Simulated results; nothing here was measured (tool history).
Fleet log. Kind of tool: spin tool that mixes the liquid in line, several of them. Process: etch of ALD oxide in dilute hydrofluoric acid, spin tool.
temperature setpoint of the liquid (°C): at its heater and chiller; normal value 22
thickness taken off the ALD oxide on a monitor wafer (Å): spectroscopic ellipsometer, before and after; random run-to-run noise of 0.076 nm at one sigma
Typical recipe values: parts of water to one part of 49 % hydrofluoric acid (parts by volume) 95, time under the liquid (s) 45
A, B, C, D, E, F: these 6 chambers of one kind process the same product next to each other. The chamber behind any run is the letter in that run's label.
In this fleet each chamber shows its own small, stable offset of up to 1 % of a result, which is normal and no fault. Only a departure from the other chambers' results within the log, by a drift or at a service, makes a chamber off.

run	hour	temperature setpoint of the liquid (°C)	parts of water to one part of 49 % hydrofluoric acid (parts by volume)	time under the liquid (s)	read-back film thickness of the ALD oxide reference wafer, read on the same gauge (nm)	thickness taken off the ALD oxide on a monitor wafer (Å)
1F	7.7	22	95	45	139.99	79.963
2E	15.3	22	95	45	139.98	78.404
3D	23.6	22	95	45	140.01	78.925
4B	32.1	22	95	45	140.00	77.257
5C	40.3	22	95	45	140.05	78.707
6A	44.4	22	95	45	140.02	80.260
7D	52.6	22	95	45	139.97	77.963
8E	58.4	22	95	45	140.04	80.224
9C	63.2	22	120	65	139.99	89.352
10F	69.7	22	120	65	139.99	87.667
11A	78.4	22	120	65	140.00	85.832
12B	84.1	22	120	65	139.98	85.867
13B	92.7	22	120	65	140.05	87.836
14E	96.9	22	120	65	140.01	88.320
15A	104.8	22	95	45	139.99	78.552
16F	113.1	22	95	45	139.96	78.137
17D	122.0	22	95	45	140.00	78.453
18C	128.5	19	95	45	139.97	69.269
19F	135.4	19	95	45	140.03	69.415
20C	142.2	19	95	45	140.03	70.854
21B	146.3	19	95	45	140.00	69.211
22E	152.0	19	95	45	140.01	69.006
23A	157.7	19	95	45	140.00	70.898
24D	163.4	26	60	45	139.96	152.120
25A	170.6	26	60	45	140.01	153.220
26C	176.8	26	60	45	139.95	154.460
27B	183.3	26	60	45	140.03	146.590
28D	190.1	26	60	45	140.03	152.340
29E	195.6	26	60	45	140.01	151.020
30F	203.9	22	95	25	140.02	43.460
31B	210.6	22	95	25	139.96	40.373
32F	218.0	22	95	25	140.01	43.503
33E	226.0	22	95	25	140.02	43.939
34D	231.0	22	95	25	140.00	43.384
35A	237.8	22	95	25	140.01	44.146
36C	245.9	22	95	45	139.98	79.546
37D	254.9	22	95	45	139.94	79.286
38C	260.3	22	95	45	139.98	79.747

What goes on in this fleet: one chamber off, a drifting gauge, or nothing beyond the chambers' own small offsets? Name the chamber and the cause, if any.

One chamber, B, drifts off from the rest bit by bit.
Cause: hydrofluoric acid flow below the setpoint (%) = 10.1.
With only this log, it may be confused with: liquid colder than its thermometer reads (K).

Below are 4 candidate recipes for chamber B's next run, each the usual settings with a change, their results shown as question marks. Which of them brings B's results back in line with what the other chambers give on the usual settings?
In line means no further than this from the other chambers' mean on the usual settings: thickness taken off the ALD oxide on a monitor wafer (Å) 2.700
39B-1	266.8	21.5	105	45		?
39B-2	266.8	22.5	80	45		?
39B-3	266.8	21.5	115	45		?
39B-4	266.8	25.0	95	45		?

The mean the other chambers reach with the usual settings: thickness taken off the ALD oxide on a monitor wafer (Å) 79.150
run	thickness taken off the ALD oxide on a monitor wafer (Å)
39B-1	61.460
39B-2	87.090
39B-3	55.345
39B-4	79.005
The answer is 39B-4, which returns the chamber to within the allowed miss of the others.
